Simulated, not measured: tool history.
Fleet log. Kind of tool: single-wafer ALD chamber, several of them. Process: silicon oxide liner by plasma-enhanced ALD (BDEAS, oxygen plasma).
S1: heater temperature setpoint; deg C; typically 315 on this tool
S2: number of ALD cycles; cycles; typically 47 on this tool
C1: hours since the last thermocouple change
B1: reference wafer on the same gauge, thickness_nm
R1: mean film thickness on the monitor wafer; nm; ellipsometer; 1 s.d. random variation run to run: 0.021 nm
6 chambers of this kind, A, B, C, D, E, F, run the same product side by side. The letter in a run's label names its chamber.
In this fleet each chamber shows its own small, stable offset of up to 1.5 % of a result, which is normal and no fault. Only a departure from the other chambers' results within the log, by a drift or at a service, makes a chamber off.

run   hour   S1  S2      C1      B1      R1
       5.7  -- chamber B: thermocouple changed; heater temperature recalibrated
 1F    7.5  315  47    1574  4.5164  4.2955
 2D   15.4  315  47   534.8  4.5202  4.2855
 3C   27.5  315  47  1131.4  4.5278  4.2912
 4E   35.2  315  47     877  4.5157  4.2392
 5A   45.4  315  47   933.9  4.5223  4.2867
 6B   52.8  315  47    47.2  4.5178  4.2809
 7A   59.3  328  54   947.8  4.5242  4.7864
 8D   68.3  328  54   587.7  4.5201  4.8433
 9E   77.1  328  54   918.9  4.5229  4.7964
10C     86  328  54  1189.9   4.523  4.8853
11B   92.3  328  54    86.7  4.5191  4.8682
12F  101.6  328  54  1668.1  4.5256  4.7983
13D  110.2  315  47   629.6  4.5191  4.2795
14C  121.2  315  47  1225.1  4.5155  4.2818
15E  133.9  323  56   975.7  4.5232  5.0158
16A    146  323  56  1034.5  4.5237  5.0552
17F  155.5  323  56    1722  4.5195   5.062
18B  165.6  323  56     160  4.5212  5.0488
19E  174.7  323  56  1016.5  4.5155  5.0579
20B  183.3  323  56   177.7  4.5172  5.0272
21A  194.8  315  47  1083.3  4.5128   4.266
22C  207.5  315  47  1311.4  4.5177  4.2869
23F  220.4  315  47  1786.9  4.5165  4.2661
24D  226.8  315  47   746.2    4.52  4.2915
25F    235  315  47  1801.5  4.5183  4.2987
26E  246.5  321  47  1088.3  4.5205  4.1465
27A  255.4  321  47  1143.9  4.5201  4.2863
28D  261.6  321  47     781   4.519  4.2425
29B  271.6  321  47     266  4.5203  4.2776
30C  283.6  321  47  1387.5  4.5269  4.2585
31B  295.1  321  47   289.5  4.5164  4.2947
32E  307.1  315  47  1148.9  4.5253  4.2383
33D  312.8  315  47   832.2  4.5167  4.3011
34A  323.8  315  47  1212.3  4.5217  4.2614
35F  331.8  307  47  1898.3  4.5172  4.3285
36C  339.9  307  47  1443.8  4.5219  4.3425
37A  349.2  307  47  1237.7  4.5188  4.3597
38D  361.9  307  47   881.3  4.5254  4.3204
39B    370  307  47   364.4  4.5182  4.3409
40E  378.6  307  47  1220.4   4.516  4.2727
41C  389.9  315  47  1493.8  4.5202  4.3022
42F  396.9  315  47  1963.4   4.516  4.2727

Predict what each chamber gives when all 6 of them run the settings below next.
43A  406.2  315  47           ?
43B  406.2  315  47           ?
43C  406.2  315  47           ?
43D  406.2  315  47           ?
43E  406.2  315  47           ?
43F  406.2  315  47           ?

run      R1
43A  4.2757
43B  4.2743
43C  4.2958
43D  4.2975
43E  4.2089
43F  4.3098

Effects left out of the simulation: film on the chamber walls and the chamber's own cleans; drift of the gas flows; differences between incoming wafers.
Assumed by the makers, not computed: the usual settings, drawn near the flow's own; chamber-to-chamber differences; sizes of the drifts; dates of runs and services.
